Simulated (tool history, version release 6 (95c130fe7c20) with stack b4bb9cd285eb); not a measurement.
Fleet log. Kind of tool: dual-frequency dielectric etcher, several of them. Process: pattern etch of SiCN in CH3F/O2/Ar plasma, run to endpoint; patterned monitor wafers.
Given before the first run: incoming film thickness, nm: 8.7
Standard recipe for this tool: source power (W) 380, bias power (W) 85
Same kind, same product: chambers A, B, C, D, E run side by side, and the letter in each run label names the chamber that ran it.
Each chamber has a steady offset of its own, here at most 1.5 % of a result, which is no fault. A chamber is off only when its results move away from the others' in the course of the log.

| run | day | source power (W) | bias power (W) | hours since the last wet clean | hours since the last source power generator calibration | hours since the last bias power generator calibration | endpoint time (s) |
|---|---|---|---|---|---|---|---|
|  | 0.279 | chamber B: source power generator calibrated |
| 1C | 0.508 | 380 | 85 | 150.4 | 1293.0 | 3143.9 | 22.346 |
| 2D | 1.046 | 380 | 85 | 93.7 | 464.6 | 1184.1 | 22.205 |
| 3B | 1.517 | 380 | 85 | 281.7 | 29.7 | 3110.9 | 22.383 |
| 4A | 1.829 | 380 | 85 | 473.6 | 2475.5 | 4239.6 | 22.418 |
| 5E | 2.100 | 380 | 85 | 169.5 | 2706.3 | 1184.9 | 21.984 |
| 6C | 2.525 | 380 | 85 | 198.8 | 1341.4 | 3192.3 | 22.285 |
| 7E | 2.896 | 380 | 85 | 188.6 | 2725.4 | 1204.0 | 21.961 |
| 8B | 3.346 | 380 | 85 | 325.6 | 73.6 | 3154.8 | 22.208 |
| 9D | 3.792 | 380 | 85 | 159.6 | 530.5 | 1250.0 | 22.118 |
| 10A | 4.146 | 380 | 85 | 529.2 | 2531.1 | 4295.2 | 22.342 |
| 11C | 4.412 | 380 | 85 | 244.1 | 1386.7 | 3237.6 | 22.339 |
| 12A | 4.712 | 380 | 85 | 542.8 | 2544.7 | 4308.8 | 22.429 |
| 13D | 5.000 | 380 | 85 | 188.6 | 559.5 | 1279.0 | 22.156 |
| 14B | 5.408 | 380 | 85 | 375.1 | 123.1 | 3204.3 | 22.356 |
| 15E | 5.871 | 440 | 85 | 260.0 | 2796.8 | 1275.4 | 20.990 |
| 16B | 6.429 | 440 | 85 | 399.6 | 147.6 | 3228.8 | 21.006 |
| 17C | 6.921 | 440 | 85 | 304.3 | 1446.9 | 3297.8 | 21.326 |
|  | 7.062 | chamber A: wet clean of the chamber |
| 18D | 7.475 | 440 | 85 | 248.0 | 618.9 | 1338.4 | 20.885 |
| 19A | 8.012 | 440 | 85 | 22.9 | 2623.9 | 4388.0 | 21.225 |
|  | 8.192 | chamber C: wet clean of the chamber |
| 20E | 8.371 | 380 | 85 | 320.0 | 2856.8 | 1335.4 | 21.925 |
| 21A | 8.612 | 380 | 85 | 37.3 | 2638.3 | 4402.4 | 22.524 |
| 22B | 8.883 | 380 | 85 | 458.5 | 206.5 | 3287.7 | 22.306 |
| 23E | 9.267 | 380 | 85 | 341.5 | 2878.3 | 1356.9 | 21.944 |
| 24D | 9.521 | 380 | 85 | 297.1 | 668.0 | 1387.5 | 22.288 |
| 25C | 9.946 | 380 | 85 | 42.1 | 1519.5 | 3370.4 | 22.405 |
| 26B | 10.458 | 300 | 102 | 496.3 | 244.3 | 3325.5 | 22.545 |
| 27D | 10.771 | 300 | 102 | 327.1 | 698.0 | 1417.5 | 22.594 |
| 28E | 11.058 | 300 | 102 | 384.5 | 2921.3 | 1399.9 | 22.699 |
| 29A | 11.346 | 300 | 102 | 102.9 | 2703.9 | 4468.0 | 22.857 |
| 30C | 11.721 | 300 | 102 | 84.7 | 1562.1 | 3413.0 | 22.896 |
| 31B | 12.150 | 380 | 85 | 536.9 | 284.9 | 3366.1 | 22.493 |
| 32A | 12.467 | 380 | 85 | 129.8 | 2730.8 | 4494.9 | 22.414 |
| 33E | 12.729 | 380 | 85 | 424.6 | 2961.4 | 1440.0 | 22.218 |
| 34C | 13.083 | 380 | 85 | 117.4 | 1594.8 | 3445.7 | 22.347 |

Does one chamber stand apart from the rest, does the shared gauge drift, or is all well apart from small per-chamber offsets? Give the chamber and the most likely cause, where there is one.

Beyond each chamber's small constant offset nothing stands out, and the gauge stays steady.
